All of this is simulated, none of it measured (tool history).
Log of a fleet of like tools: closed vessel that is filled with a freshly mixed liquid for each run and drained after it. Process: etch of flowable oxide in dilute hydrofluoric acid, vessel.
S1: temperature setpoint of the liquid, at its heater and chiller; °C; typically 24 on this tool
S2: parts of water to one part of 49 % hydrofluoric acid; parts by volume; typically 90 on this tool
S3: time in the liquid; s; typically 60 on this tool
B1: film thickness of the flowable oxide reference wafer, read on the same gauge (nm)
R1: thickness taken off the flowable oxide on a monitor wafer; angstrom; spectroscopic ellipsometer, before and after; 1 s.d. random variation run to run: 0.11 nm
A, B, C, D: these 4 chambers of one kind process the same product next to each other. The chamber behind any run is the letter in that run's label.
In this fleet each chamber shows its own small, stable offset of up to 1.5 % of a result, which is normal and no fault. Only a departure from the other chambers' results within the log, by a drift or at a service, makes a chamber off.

| run | day | S1 | S2 | S3 | B1 | R1 |
|---|---|---|---|---|---|---|
| 1A | 0.296 | 24 | 90 | 60 | 100.010 | 321.33 |
|  | 0.358 | chamber D: hydrofluoric acid flow meter replaced |
| 2D | 0.854 | 24 | 90 | 60 | 100.020 | 323.91 |
| 3C | 1.317 | 24 | 90 | 60 | 100.020 | 320.85 |
| 4B | 1.871 | 24 | 90 | 60 | 99.976 | 318.84 |
| 5C | 2.371 | 24 | 90 | 60 | 100.010 | 320.39 |
| 6D | 2.854 | 24 | 90 | 60 | 99.997 | 323.33 |
| 7B | 3.371 | 24 | 90 | 60 | 99.998 | 315.54 |
| 8A | 3.925 | 24 | 90 | 60 | 99.998 | 322.76 |
| 9B | 4.454 | 24 | 90 | 60 | 100.030 | 317.70 |
| 10C | 5.046 | 24 | 90 | 60 | 99.994 | 319.54 |
| 11A | 5.658 | 24 | 90 | 60 | 100.000 | 322.18 |
| 12D | 5.925 | 24 | 90 | 60 | 99.989 | 322.59 |
| 13B | 6.383 | 24 | 90 | 60 | 100.010 | 319.76 |
| 14A | 6.992 | 24 | 90 | 60 | 100.020 | 324.20 |
| 15D | 7.488 | 24 | 90 | 60 | 99.984 | 322.81 |
| 16C | 7.888 | 24 | 90 | 60 | 99.976 | 319.40 |
| 17B | 8.500 | 24 | 90 | 60 | 99.999 | 319.00 |
| 18A | 9.092 | 24 | 90 | 60 | 99.969 | 324.51 |
|  | 9.188 | chamber A: hydrofluoric acid flow meter replaced |
| 19D | 9.354 | 24 | 90 | 60 | 99.973 | 321.44 |
| 20C | 9.950 | 24 | 90 | 60 | 99.973 | 319.04 |
| 21A | 10.383 | 24 | 90 | 60 | 100.060 | 322.82 |
| 22C | 10.779 | 24 | 90 | 60 | 100.030 | 320.89 |
| 23D | 11.346 | 24 | 90 | 60 | 100.000 | 321.06 |
| 24B | 11.621 | 24 | 90 | 60 | 99.976 | 317.81 |
| 25D | 12.054 | 22 | 90 | 60 | 99.964 | 299.12 |
| 26C | 12.562 | 22 | 90 | 60 | 99.977 | 297.29 |
| 27A | 12.862 | 22 | 90 | 60 | 99.964 | 297.74 |
| 28B | 13.258 | 22 | 90 | 60 | 99.992 | 292.32 |
| 29A | 13.688 | 24 | 90 | 60 | 100.010 | 323.91 |
| 30C | 14.275 | 24 | 90 | 60 | 99.993 | 321.11 |
| 31D | 14.800 | 24 | 90 | 60 | 100.000 | 325.05 |
| 32B | 15.204 | 24 | 90 | 60 | 100.000 | 316.56 |
| 33A | 15.733 | 24 | 90 | 60 | 100.030 | 324.43 |
| 34D | 16.079 | 24 | 90 | 60 | 99.998 | 326.24 |
| 35C | 16.658 | 24 | 90 | 60 | 100.010 | 320.40 |
| 36B | 17.021 | 24 | 90 | 30 | 100.000 | 158.59 |
| 37C | 17.608 | 24 | 90 | 30 | 99.989 | 158.88 |
| 38A | 18.050 | 24 | 90 | 30 | 99.981 | 162.74 |

One chamber off, gauge drift, or nothing amiss beyond the chambers' own small offsets? If it is a chamber, which one, and what is the likeliest cause?

The fleet is healthy, with each chamber sitting at its usual small offset and no drift in the gauge.
